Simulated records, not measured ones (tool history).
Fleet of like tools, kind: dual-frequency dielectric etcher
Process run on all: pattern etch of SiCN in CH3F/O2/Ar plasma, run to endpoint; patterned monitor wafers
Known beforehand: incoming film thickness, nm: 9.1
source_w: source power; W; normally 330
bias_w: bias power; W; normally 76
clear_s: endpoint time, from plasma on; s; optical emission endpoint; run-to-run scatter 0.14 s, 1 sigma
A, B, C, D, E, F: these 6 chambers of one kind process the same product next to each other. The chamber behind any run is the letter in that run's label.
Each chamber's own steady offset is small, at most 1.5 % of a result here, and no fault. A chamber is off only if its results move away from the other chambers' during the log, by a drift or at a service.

run   hour  source_w  bias_w  clear_s
 1F   10.5       330      76   25.586
 2C   17.6       330      76   25.418
      21.6  -- chamber A: bias power generator calibrated
 3A   28.2       330      76   25.206
 4B   38.7       330      76   25.187
      39.6  -- chamber D: wet clean of the chamber
 5D   49.2       330      76   25.546
 6E   59.3       330      76   25.556
        63  -- chamber B: wet clean of the chamber
 7D   65.8       330      76   25.593
        70  -- chamber F: source power generator calibrated
 8C   72.5       330      76   25.271
 9B   79.4       330      76    25.37
10E     91       330      76   25.812
      99.6  -- chamber A: wet clean of the chamber
11A  102.1       330      76   25.507
12F  113.9       330      76    25.52
13D    122       260      90   26.356
14E  128.6       260      90     26.4
15A  134.6       260      90   26.053
16C  144.3       260      90   26.152
17B  155.3       260      90   25.875
18F  162.3       260      90   26.235
19C  175.6       330      76   25.782
20F  182.7       330      76   25.607
21E  189.1       330      76   25.715
22D  200.4       330      76   25.665
23A  212.8       330      76   25.226
24B    219       330      76   25.234
25E  226.2       330      76   25.648
26D  235.6       330      76   25.927
27A  244.9       300      84   25.149
28F  257.7       300      84    25.28
29C  269.3       300      84   25.395
30B  276.7       300      84   25.069
31C  290.3       300      84   25.372
32E  302.5       300      84   25.891
       312  -- chamber B: bias power generator calibrated
33A  315.2       330      76   25.135
34D  328.9       390      70   24.962
35B  340.6       390      70   24.489
36F  349.6       390      70   24.556
37D  362.2       390      70    24.71
38C  370.9       390      70   24.658
39E  383.9       390      70   25.498
40A  389.9       330      76   25.059
     401.5  -- chamber F: wet clean of the chamber
41B  402.6       330      76   25.343
42F  413.5       330      76   25.461

Is one chamber off against the others, does the gauge drift, or is nothing wrong? If a chamber is off, say which, and what the likeliest cause is.

It is chamber E that slowly wanders off from its peers.
Likeliest cause: etch rate under this chamber's usual, % = 3.19.

Chamber E could run next with any of the 4 candidate recipes listed below; each alters the usual settings, and their results appear as question marks. Which one brings its results back in line with what the other chambers deliver on the usual settings?
A result is in line if it is within this distance of the other chambers' mean on the usual settings: clear_s 0.5 s
43E-1  423.4       300      76        ?
43E-2  423.4       350      80        ?
43E-3  423.4       360      84        ?
43E-4  423.4       270      76        ?

The mean the other chambers reach with the usual settings: clear_s 25.419 s
  run  clear_s
43E-1   27.292
43E-2    25.32
43E-3   24.622
43E-4   28.363
The answer is 43E-2, which returns the chamber to within the allowed miss of the others.
